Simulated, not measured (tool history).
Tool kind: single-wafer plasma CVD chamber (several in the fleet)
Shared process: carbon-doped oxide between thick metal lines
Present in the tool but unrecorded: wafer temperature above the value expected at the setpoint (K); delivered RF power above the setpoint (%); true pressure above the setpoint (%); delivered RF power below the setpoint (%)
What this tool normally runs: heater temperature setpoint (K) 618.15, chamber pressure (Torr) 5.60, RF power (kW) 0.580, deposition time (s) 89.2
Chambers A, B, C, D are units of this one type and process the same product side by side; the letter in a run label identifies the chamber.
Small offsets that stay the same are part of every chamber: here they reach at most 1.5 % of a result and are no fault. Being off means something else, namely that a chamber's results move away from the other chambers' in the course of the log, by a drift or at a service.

| run | hour | heater temperature setpoint (K) | chamber pressure (Torr) | RF power (kW) | deposition time (s) | hours since the last thermocouple change | hours since the last RF generator calibration | hours since the last manometer calibration | read-back reference wafer on the same gauge, thickness_nm | mean film thickness on the monitor wafer (Å) |
|---|---|---|---|---|---|---|---|---|---|---|
| 1B | 9.8 | 618.15 | 5.60 | 0.580 | 89.2 | 852.1 | 955.2 | 1488.2 | 581.46 | 5042.7 |
| 2A | 15.3 | 618.15 | 5.60 | 0.580 | 89.2 | 1861.9 | 807.0 | 36.8 | 580.94 | 5094.6 |
| 3C | 22.8 | 618.15 | 5.60 | 0.580 | 89.2 | 80.6 | 1024.2 | 42.2 | 581.27 | 5091.6 |
| 4D | 29.0 | 618.15 | 5.60 | 0.580 | 89.2 | 336.1 | 1417.5 | 1570.7 | 581.21 | 5084.4 |
| 5D | 39.9 | 618.15 | 5.60 | 0.580 | 89.2 | 347.0 | 1428.4 | 1581.6 | 581.08 | 5069.9 |
| 6A | 49.7 | 618.15 | 5.60 | 0.580 | 89.2 | 1896.3 | 841.4 | 71.2 | 580.65 | 5102.9 |
| 7C | 56.2 | 618.15 | 5.60 | 0.630 | 75.2 | 114.0 | 1057.6 | 75.6 | 581.30 | 4512.5 |
| 8B | 63.3 | 618.15 | 5.60 | 0.630 | 75.2 | 905.6 | 1008.7 | 1541.7 | 580.75 | 4443.3 |
| 9C | 68.8 | 618.15 | 5.60 | 0.630 | 75.2 | 126.6 | 1070.2 | 88.2 | 580.91 | 4514.4 |
| 10B | 77.1 | 618.15 | 5.60 | 0.630 | 75.2 | 919.4 | 1022.5 | 1555.5 | 580.98 | 4436.9 |
| 11A | 88.7 | 618.15 | 5.60 | 0.580 | 89.2 | 1935.3 | 880.4 | 110.2 | 580.89 | 5104.0 |
| 12D | 100.4 | 618.15 | 5.60 | 0.580 | 89.2 | 407.5 | 1488.9 | 1642.1 | 580.59 | 5073.2 |
| 13D | 108.7 | 618.15 | 5.60 | 0.580 | 89.2 | 415.8 | 1497.2 | 1650.4 | 581.42 | 5053.3 |
| 14A | 121.1 | 618.15 | 5.60 | 0.580 | 89.2 | 1967.7 | 912.8 | 142.6 | 581.36 | 5103.6 |
| 15C | 126.7 | 618.15 | 5.60 | 0.580 | 89.2 | 184.5 | 1128.1 | 146.1 | 581.16 | 5073.9 |
| 16B | 134.4 | 618.15 | 5.60 | 0.580 | 89.2 | 976.7 | 1079.8 | 1612.8 | 580.97 | 4980.3 |
| 17B | 142.7 | 618.15 | 5.60 | 0.580 | 89.2 | 985.0 | 1088.1 | 1621.1 | 581.13 | 4959.3 |
| 18C | 151.4 | 618.15 | 5.60 | 0.580 | 89.2 | 209.2 | 1152.8 | 170.8 | 581.15 | 5094.7 |
| 19A | 162.2 | 618.15 | 5.60 | 0.580 | 89.2 | 2008.8 | 953.9 | 183.7 | 580.95 | 5073.4 |
| 20D | 172.4 | 618.15 | 5.60 | 0.580 | 89.2 | 479.5 | 1560.9 | 1714.1 | 581.17 | 5079.8 |
| 21D | 177.7 | 618.15 | 5.60 | 0.580 | 89.2 | 484.8 | 1566.2 | 1719.4 | 580.94 | 5095.9 |
|  | 182.3 | chamber D: RF generator calibrated |
| 22C | 187.4 | 618.15 | 5.60 | 0.580 | 89.2 | 245.2 | 1188.8 | 206.8 | 580.84 | 5093.7 |
| 23B | 193.5 | 618.15 | 5.60 | 0.580 | 89.2 | 1035.8 | 1138.9 | 1671.9 | 581.13 | 4932.4 |
| 24A | 205.6 | 618.15 | 5.60 | 0.580 | 89.2 | 2052.2 | 997.3 | 227.1 | 580.79 | 5099.3 |
| 25B | 211.6 | 618.15 | 5.60 | 0.580 | 82.5 | 1053.9 | 1157.0 | 1690.0 | 581.54 | 4592.0 |
| 26D | 219.3 | 618.15 | 5.60 | 0.580 | 82.5 | 526.4 | 37.1 | 1761.0 | 581.01 | 4710.6 |
| 27C | 230.7 | 618.15 | 5.60 | 0.580 | 82.5 | 288.5 | 1232.1 | 250.1 | 580.85 | 4704.4 |
| 28A | 236.9 | 618.15 | 5.60 | 0.580 | 82.5 | 2083.5 | 1028.6 | 258.4 | 580.84 | 4738.2 |
| 29D | 248.1 | 618.15 | 5.60 | 0.580 | 89.2 | 555.2 | 65.9 | 1789.8 | 580.94 | 5085.8 |
| 30C | 254.1 | 618.15 | 5.60 | 0.580 | 89.2 | 311.9 | 1255.5 | 273.5 | 581.35 | 5105.2 |
| 31B | 266.1 | 618.15 | 5.60 | 0.580 | 89.2 | 1108.4 | 1211.5 | 1744.5 | 580.54 | 4916.1 |
| 32A | 276.4 | 618.15 | 5.60 | 0.580 | 89.2 | 2123.0 | 1068.1 | 297.9 | 581.09 | 5087.8 |
| 33B | 284.7 | 618.15 | 5.60 | 0.580 | 89.2 | 1127.0 | 1230.1 | 1763.1 | 581.22 | 4920.6 |
| 34C | 293.2 | 618.15 | 5.07 | 0.650 | 89.2 | 351.0 | 1294.6 | 312.6 | 580.85 | 5383.5 |
| 35A | 303.7 | 618.15 | 5.07 | 0.650 | 89.2 | 2150.3 | 1095.4 | 325.2 | 580.99 | 5366.0 |
| 36D | 313.8 | 618.15 | 5.07 | 0.650 | 89.2 | 620.9 | 131.6 | 1855.5 | 581.32 | 5353.4 |

The same settings go to every chamber for the next run, one line per chamber below. Forecast the results for each:
| 37A | 322.6 | 618.15 | 5.60 | 0.580 | 89.2 |  |  |  |  | ? |
| 37B | 322.6 | 618.15 | 5.60 | 0.580 | 89.2 |  |  |  |  | ? |
| 37C | 322.6 | 618.15 | 5.60 | 0.580 | 89.2 |  |  |  |  | ? |
| 37D | 322.6 | 618.15 | 5.60 | 0.580 | 89.2 |  |  |  |  | ? |

| run | mean film thickness on the monitor wafer (Å) |
|---|---|
| 37A | 5103.6 |
| 37B | 4904.0 |
| 37C | 5109.4 |
| 37D | 5070.0 |
